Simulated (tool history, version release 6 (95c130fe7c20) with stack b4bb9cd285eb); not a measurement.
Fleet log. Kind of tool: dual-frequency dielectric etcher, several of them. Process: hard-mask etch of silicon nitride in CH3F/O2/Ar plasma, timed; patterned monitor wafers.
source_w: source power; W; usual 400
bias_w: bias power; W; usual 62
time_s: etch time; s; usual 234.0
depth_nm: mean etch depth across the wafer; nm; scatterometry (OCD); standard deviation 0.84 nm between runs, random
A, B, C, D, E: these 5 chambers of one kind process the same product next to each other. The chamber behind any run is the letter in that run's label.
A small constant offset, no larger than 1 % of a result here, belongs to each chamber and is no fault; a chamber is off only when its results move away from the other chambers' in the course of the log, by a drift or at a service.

run   hour  source_w  bias_w  time_s  read-back reference wafer on the same gauge, depth_nm  depth_nm
 1C    6.4       400      62   234.0                                                 160.03    156.22
 2D   19.0       400      62   234.0                                                 159.96    158.03
 3B   27.5       400      62   234.0                                                 160.11    154.46
 4A   39.0       400      62   234.0                                                 160.17    155.45
 5E   45.9       400      62   234.0                                                 160.09    156.06
 6B   52.5       400      62   234.0                                                 159.99    154.42
 7C   63.6       400      77   234.0                                                 160.17    168.32
      64.3  -- chamber D: wet clean of the chamber
 8E   71.4       400      77   234.0                                                 160.02    167.87
      79.4  -- chamber A: wet clean of the chamber
 9D   82.4       400      77   234.0                                                 160.08    167.13
10A   88.3       400      77   234.0                                                 160.13    169.88
      93.8  -- chamber E: wet clean of the chamber
11A   99.6       400      77   234.0                                                 159.97    170.33
12B  112.2       400      62   178.0                                                 159.87    117.82
13E  124.9       400      62   178.0                                                 160.16    118.13
     134.6  -- chamber B: wet clean of the chamber
14C  137.3       400      62   178.0                                                 159.93    118.65
15D  145.3       400      62   178.0                                                 159.84    119.81
16D  150.8       400      62   178.0                                                 159.90    120.26
17E  160.0       400      62   234.0                                                 160.03    154.74
18C  168.3       400      62   234.0                                                 160.05    155.62
19A  175.6       400      62   234.0                                                 160.17    156.52
20B  186.6       400      62   234.0                                                 160.05    155.94
21B  194.5       400      62   234.0                                                 160.13    155.32
22E  202.3       400      62   234.0                                                 159.96    156.18
23A  211.9       400      62   287.5                                                 159.97    192.95
24C  224.2       400      62   287.5                                                 159.82    190.91
25D  234.8       400      62   287.5                                                 159.85    191.16
26B  240.5       400      62   287.5                                                 160.00    191.66
27E  249.9       400      62   287.5                                                 160.10    191.52
28C  258.0       400      62   234.0                                                 159.75    156.64
29D  270.3       400      62   234.0                                                 160.03    157.63
30A  281.0       500      62   234.0                                                 159.81    170.83
31D  286.6       500      62   234.0                                                 160.05    170.18
32C  298.6       500      62   234.0                                                 160.29    169.55
33E  308.9       500      62   234.0                                                 160.16    170.37
34B  316.1       500      62   234.0                                                 160.08    167.99
35A  323.0       400      62   234.0                                                 159.67    157.03
36C  334.4       400      62   234.0                                                 159.84    155.05

Is one chamber out of step, is the gauge drifting, or do the chambers differ by no more than their own small offsets? For an off chamber, give its letter and the likeliest cause.

Neither any chamber nor the gauge drifts; the chambers differ only by their own small, steady offsets.
